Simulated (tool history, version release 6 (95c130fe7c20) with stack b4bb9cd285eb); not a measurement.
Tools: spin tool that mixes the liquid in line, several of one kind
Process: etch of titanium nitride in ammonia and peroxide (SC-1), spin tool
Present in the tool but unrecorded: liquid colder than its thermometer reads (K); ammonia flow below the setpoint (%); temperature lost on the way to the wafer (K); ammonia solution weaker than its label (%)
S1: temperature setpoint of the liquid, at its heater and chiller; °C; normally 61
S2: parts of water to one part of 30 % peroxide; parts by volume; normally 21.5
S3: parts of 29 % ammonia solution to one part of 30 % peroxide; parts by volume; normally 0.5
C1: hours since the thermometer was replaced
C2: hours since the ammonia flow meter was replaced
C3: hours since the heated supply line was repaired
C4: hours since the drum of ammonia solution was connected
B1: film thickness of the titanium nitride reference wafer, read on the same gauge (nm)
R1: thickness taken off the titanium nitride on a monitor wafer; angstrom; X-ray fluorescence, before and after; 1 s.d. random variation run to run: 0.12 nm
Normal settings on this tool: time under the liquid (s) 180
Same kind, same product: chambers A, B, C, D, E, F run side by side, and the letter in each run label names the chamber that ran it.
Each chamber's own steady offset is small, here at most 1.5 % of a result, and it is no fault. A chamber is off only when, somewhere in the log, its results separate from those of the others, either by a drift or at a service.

Run 1E, hour 5.9: usual settings; C1 1163.8; C2 489.9; C3 2049; C4 511.4; B1 29.961. Result: R1 162.45 angstrom.
Run 2B, hour 15.4: usual settings; C1 1009.1; C2 1138.2; C3 1063.8; C4 171.5; B1 29.963. Result: R1 165.36 angstrom.
Run 3D, hour 27.7: usual settings; C1 407.5; C2 66.1; C3 1810; C4 238.3; B1 29.971. Result: R1 165.09 angstrom.
Run 4C, hour 33.7: usual settings; C1 1166.1; C2 567.6; C3 421.6; C4 251.7; B1 29.999. Result: R1 161.41 angstrom.
At hour 35.6: chamber B: ammonia flow meter replaced.
Run 5F, hour 42.9: usual settings; C1 1056.2; C2 285.1; C3 3044.7; C4 140.9; B1 29.986. Result: R1 161.18 angstrom.
Run 6A, hour 49.4: usual settings; C1 573.9; C2 1224.5; C3 531.7; C4 70.3; B1 30.019. Result: R1 162.34 angstrom.
At hour 54.9: chamber D: new drum of ammonia solution connected.
Run 7A, hour 60.3: usual settings but S3 0.7 parts by volume, time under the liquid (s) 100; C1 584.8; C2 1235.4; C3 542.6; C4 81.2; B1 29.989. Result: R1 95.776 angstrom.
At hour 64.7: chamber A: ammonia flow meter replaced.
Run 8E, hour 66.2: usual settings but S3 0.7 parts by volume, time under the liquid (s) 100; C1 1224.1; C2 550.2; C3 2109.3; C4 571.7; B1 30.016. Result: R1 97.527 angstrom.
Run 9C, hour 72.4: usual settings but S3 0.7 parts by volume, time under the liquid (s) 100; C1 1204.8; C2 606.3; C3 460.3; C4 290.4; B1 30.01. Result: R1 96.682 angstrom.
Run 10F, hour 82.2: usual settings but S3 0.7 parts by volume, time under the liquid (s) 100; C1 1095.5; C2 324.4; C3 3084; C4 180.2; B1 30.007. Result: R1 94.942 angstrom.
Run 11B, hour 88.3: usual settings but S3 0.7 parts by volume, time under the liquid (s) 100; C1 1082; C2 52.7; C3 1136.7; C4 244.4; B1 29.981. Result: R1 97.605 angstrom.
Run 12D, hour 93.8: usual settings but S3 0.7 parts by volume, time under the liquid (s) 100; C1 473.6; C2 132.2; C3 1876.1; C4 38.9; B1 30.021. Result: R1 96.982 angstrom.
Run 13A, hour 101.8: usual settings; C1 626.3; C2 37.1; C3 584.1; C4 122.7; B1 29.967. Result: R1 160.58 angstrom.
Run 14F, hour 107.5: usual settings; C1 1120.8; C2 349.7; C3 3109.3; C4 205.5; B1 30.018. Result: R1 161.73 angstrom.
Run 15D, hour 119: usual settings; C1 498.8; C2 157.4; C3 1901.3; C4 64.1; B1 29.995. Result: R1 163.64 angstrom.
Run 16B, hour 125.7: usual settings; C1 1119.4; C2 90.1; C3 1174.1; C4 281.8; B1 30.022. Result: R1 163.63 angstrom.
Run 17E, hour 136.3: usual settings; C1 1294.2; C2 620.3; C3 2179.4; C4 641.8; B1 30.028. Result: R1 159.37 angstrom.
Run 18C, hour 144.6: usual settings; C1 1277; C2 678.5; C3 532.5; C4 362.6; B1 30.003. Result: R1 164.56 angstrom.
Run 19C, hour 156.8: usual settings; C1 1289.2; C2 690.7; C3 544.7; C4 374.8; B1 29.973. Result: R1 163.99 angstrom.
At hour 163.3: chamber F: heated supply line repaired.
Run 20B, hour 164.4: usual settings; C1 1158.1; C2 128.8; C3 1212.8; C4 320.5; B1 30. Result: R1 165.13 angstrom.
Run 21E, hour 172.6: usual settings; C1 1330.5; C2 656.6; C3 2215.7; C4 678.1; B1 29.961. Result: R1 163.26 angstrom.
Run 22F, hour 184: usual settings; C1 1197.3; C2 426.2; C3 20.8; C4 282; B1 29.997. Result: R1 162.13 angstrom.
Run 23A, hour 191: usual settings; C1 715.5; C2 126.3; C3 673.3; C4 211.9; B1 30. Result: R1 152.94 angstrom.
Run 24D, hour 200.9: usual settings; C1 580.7; C2 239.3; C3 1983.2; C4 146; B1 29.983. Result: R1 162.62 angstrom.
Run 25C, hour 206.8: usual settings; C1 1339.2; C2 740.7; C3 594.7; C4 424.8; B1 30.002. Result: R1 162.29 angstrom.
Run 26F, hour 213.7: usual settings; C1 1227; C2 455.9; C3 50.5; C4 311.7; B1 29.977. Result: R1 163.09 angstrom.
At hour 216.3: chamber A: new drum of ammonia solution connected.
Run 27D, hour 221.3: usual settings; C1 601.1; C2 259.7; C3 2003.6; C4 166.4; B1 29.996. Result: R1 162.19 angstrom.
Run 28E, hour 232.7: usual settings; C1 1390.6; C2 716.7; C3 2275.8; C4 738.2; B1 29.941. Result: R1 161.96 angstrom.
Run 29B, hour 244.2: usual settings; C1 1237.9; C2 208.6; C3 1292.6; C4 400.3; B1 29.993. Result: R1 164.76 angstrom.
Run 30A, hour 251.7: usual settings; C1 776.2; C2 187; C3 734; C4 35.5; B1 29.993. Result: R1 153.11 angstrom.
At hour 259.8: chamber C: new drum of ammonia solution connected.
Run 31F, hour 262.6: usual settings; C1 1275.9; C2 504.8; C3 99.4; C4 360.6; B1 30.02. Result: R1 162.65 angstrom.
Run 32E, hour 268.9: usual settings; C1 1426.8; C2 752.9; C3 2312; C4 774.4; B1 29.968. Result: R1 160.78 angstrom.
Run 33D, hour 278.7: usual settings; C1 658.5; C2 317.1; C3 2061; C4 223.8; B1 30.016. Result: R1 163.09 angstrom.
Run 34A, hour 291.1: usual settings but time under the liquid (s) 245; C1 815.6; C2 226.4; C3 773.4; C4 74.9; B1 29.979. Result: R1 202.39 angstrom.
Run 35C, hour 299.6: usual settings but time under the liquid (s) 245; C1 1432; C2 833.5; C3 687.5; C4 39.9; B1 30.015. Result: R1 223.72 angstrom.
Run 36B, hour 308.6: usual settings but time under the liquid (s) 245; C1 1302.3; C2 273; C3 1357; C4 464.7; B1 29.985. Result: R1 223.83 angstrom.
Run 37E, hour 314.8: usual settings but time under the liquid (s) 245; C1 1472.7; C2 798.8; C3 2357.9; C4 820.3; B1 30.002. Result: R1 221.38 angstrom.
Run 38C, hour 321.9: usual settings but time under the liquid (s) 245; C1 1454.3; C2 855.8; C3 709.8; C4 62.2; B1 29.979. Result: R1 222.7 angstrom.

Is one chamber out of step, is the gauge drifting, or do the chambers differ by no more than their own small offsets? For an off chamber, give its letter and the likeliest cause.

It is chamber A that slowly wanders off from its peers.
Most likely cause: liquid colder than its thermometer reads (K) = 1.57.
The log may not tell that from: temperature lost on the way to the wafer (K).

Below are 4 candidate recipes for chamber A's next run, each the usual settings with a change, their results shown as question marks. Which of them brings A's results back in line with what the other chambers give on the usual settings?
In line means no further than this from the other chambers' mean on the usual settings: R1 4.4 angstrom
Run 39A-1, hour 330.9: usual settings but time under the liquid (s) 200. Result: R1 ?.
Run 39A-2, hour 330.9: usual settings but S2 22 parts by volume, time under the liquid (s) 165. Result: R1 ?.
Run 39A-3, hour 330.9: usual settings but S1 61.5 °C, time under the liquid (s) 185. Result: R1 ?.
Run 39A-4, hour 330.9: usual settings but S1 60.5 °C, time under the liquid (s) 175. Result: R1 ?.

The mean the other chambers reach with the usual settings: R1 163.2 angstrom
  run      R1
39A-1  163.37
39A-2  133.03
39A-3  156.16
39A-4  138.31
Change 39A-1 lands the chamber within the allowed miss of the other chambers.
